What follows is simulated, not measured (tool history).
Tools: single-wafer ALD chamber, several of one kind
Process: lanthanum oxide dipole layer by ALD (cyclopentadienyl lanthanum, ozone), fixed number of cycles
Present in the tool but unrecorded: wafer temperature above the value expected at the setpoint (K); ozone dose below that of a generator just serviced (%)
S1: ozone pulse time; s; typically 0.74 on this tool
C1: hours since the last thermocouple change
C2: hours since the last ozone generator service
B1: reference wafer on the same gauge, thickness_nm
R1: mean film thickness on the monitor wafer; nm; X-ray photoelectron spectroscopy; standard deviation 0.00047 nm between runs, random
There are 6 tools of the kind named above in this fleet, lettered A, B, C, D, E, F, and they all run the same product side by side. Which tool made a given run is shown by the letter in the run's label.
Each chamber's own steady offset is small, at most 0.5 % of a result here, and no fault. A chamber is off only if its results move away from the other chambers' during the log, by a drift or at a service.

Run 1C, hour 7: usual settings; C1 1565.1; C2 1785.3; B1 0.42694. Result: R1 0.44429 nm.
Run 2A, hour 14.6: usual settings; C1 91.1; C2 519.3; B1 0.42695. Result: R1 0.44828 nm.
Run 3B, hour 22.7: usual settings; C1 903.5; C2 140.1; B1 0.42687. Result: R1 0.44836 nm.
Run 4D, hour 30.5: usual settings; C1 572.5; C2 1566.7; B1 0.42665. Result: R1 0.4463 nm.
Run 5E, hour 39: usual settings; C1 2396; C2 1286.7; B1 0.42677. Result: R1 0.44652 nm.
Run 6F, hour 44.8: usual settings but S1 0.83 s; C1 3044.4; C2 171.9; B1 0.42665. Result: R1 0.46559 nm.
At hour 47.7: chamber C: ozone generator serviced.
Run 7E, hour 50.4: usual settings but S1 0.83 s; C1 2407.4; C2 1298.1; B1 0.42669. Result: R1 0.46842 nm.
Run 8F, hour 57: usual settings but S1 0.83 s; C1 3056.6; C2 184.1; B1 0.42658. Result: R1 0.46621 nm.
Run 9A, hour 64: usual settings but S1 0.83 s; C1 140.5; C2 568.7; B1 0.42644. Result: R1 0.4697 nm.
Run 10B, hour 68.9: usual settings but S1 0.83 s; C1 949.7; C2 186.3; B1 0.42649. Result: R1 0.46983 nm.
At hour 75.2: chamber F: thermocouple changed; heater temperature recalibrated.
Run 11C, hour 76.5: usual settings but S1 0.83 s; C1 1634.6; C2 28.9; B1 0.42631. Result: R1 0.46505 nm.
Run 12D, hour 81.7: usual settings; C1 623.7; C2 1617.9; B1 0.42647. Result: R1 0.44605 nm.
Run 13C, hour 85.7: usual settings; C1 1643.8; C2 38.1; B1 0.42627. Result: R1 0.44221 nm.
Run 14B, hour 92.7: usual settings; C1 973.5; C2 210.1; B1 0.42632. Result: R1 0.44716 nm.
Run 15A, hour 98.6: usual settings; C1 175.1; C2 603.3; B1 0.42622. Result: R1 0.4473 nm.
Run 16E, hour 106.6: usual settings; C1 2463.6; C2 1354.3; B1 0.42629. Result: R1 0.44583 nm.
Run 17F, hour 114.5: usual settings but S1 0.98 s; C1 39.4; C2 241.6; B1 0.42627. Result: R1 0.49343 nm.
Run 18D, hour 122.9: usual settings but S1 0.98 s; C1 664.9; C2 1659.1; B1 0.42612. Result: R1 0.49469 nm.
Run 19A, hour 130.7: usual settings but S1 0.98 s; C1 207.2; C2 635.4; B1 0.42601. Result: R1 0.49771 nm.
Run 20E, hour 137.5: usual settings but S1 0.98 s; C1 2494.5; C2 1385.2; B1 0.426. Result: R1 0.49566 nm.
Run 21C, hour 142.4: usual settings but S1 0.98 s; C1 1700.5; C2 94.8; B1 0.42598. Result: R1 0.49243 nm.
Run 22B, hour 150.5: usual settings but S1 0.98 s; C1 1031.3; C2 267.9; B1 0.426. Result: R1 0.49681 nm.
Run 23F, hour 154.1: usual settings; C1 79; C2 281.2; B1 0.42585. Result: R1 0.44325 nm.
Run 24D, hour 158.4: usual settings; C1 700.4; C2 1694.6; B1 0.42584. Result: R1 0.44679 nm.
Run 25C, hour 163.7: usual settings; C1 1721.8; C2 116.1; B1 0.42568. Result: R1 0.44318 nm.
At hour 163.8: chamber D: ozone generator serviced.
Run 26E, hour 170.5: usual settings but S1 0.63 s; C1 2527.5; C2 1418.2; B1 0.42575. Result: R1 0.41411 nm.
Run 27D, hour 174.6: usual settings but S1 0.63 s; C1 716.6; C2 10.8; B1 0.42568. Result: R1 0.41465 nm.
Run 28B, hour 178.4: usual settings but S1 0.63 s; C1 1059.2; C2 295.8; B1 0.4257. Result: R1 0.41439 nm.
Run 29A, hour 184.2: usual settings but S1 0.63 s; C1 260.7; C2 688.9; B1 0.42569. Result: R1 0.41413 nm.
Run 30F, hour 191.6: usual settings but S1 0.63 s; C1 116.5; C2 318.7; B1 0.42561. Result: R1 0.41166 nm.
Run 31D, hour 196.2: usual settings but S1 0.63 s; C1 738.2; C2 32.4; B1 0.42563. Result: R1 0.41485 nm.
Run 32A, hour 203.8: usual settings but S1 1.03 s; C1 280.3; C2 708.5; B1 0.42564. Result: R1 0.50511 nm.
Run 33C, hour 208.5: usual settings but S1 1.03 s; C1 1766.6; C2 160.9; B1 0.42557. Result: R1 0.5003 nm.
Run 34E, hour 215.4: usual settings but S1 1.03 s; C1 2572.4; C2 1463.1; B1 0.42552. Result: R1 0.50399 nm.
Run 35F, hour 223.6: usual settings but S1 1.03 s; C1 148.5; C2 350.7; B1 0.42529. Result: R1 0.50023 nm.
Run 36B, hour 230.5: usual settings but S1 1.03 s; C1 1111.3; C2 347.9; B1 0.42533. Result: R1 0.50435 nm.
Run 37E, hour 236.2: usual settings but S1 1.03 s; C1 2593.2; C2 1483.9; B1 0.42522. Result: R1 0.50395 nm.
Run 38C, hour 242.4: usual settings; C1 1800.5; C2 194.8; B1 0.42519. Result: R1 0.44283 nm.
Run 39A, hour 247.1: usual settings; C1 323.6; C2 751.8; B1 0.42529. Result: R1 0.44604 nm.

All chambers now run identical settings, listed one chamber a line with results as question marks. What results will each chamber show?
Run 40A, hour 253.1: usual settings but S1 0.51 s. Result: R1 ?.
Run 40B, hour 253.1: usual settings but S1 0.51 s. Result: R1 ?.
Run 40C, hour 253.1: usual settings but S1 0.51 s. Result: R1 ?.
Run 40D, hour 253.1: usual settings but S1 0.51 s. Result: R1 ?.
Run 40E, hour 253.1: usual settings but S1 0.51 s. Result: R1 ?.
Run 40F, hour 253.1: usual settings but S1 0.51 s. Result: R1 ?.

run       R1
40A   0.3686
40B  0.36862
40C  0.36676
40D  0.37297
40E  0.36998
40F  0.36733
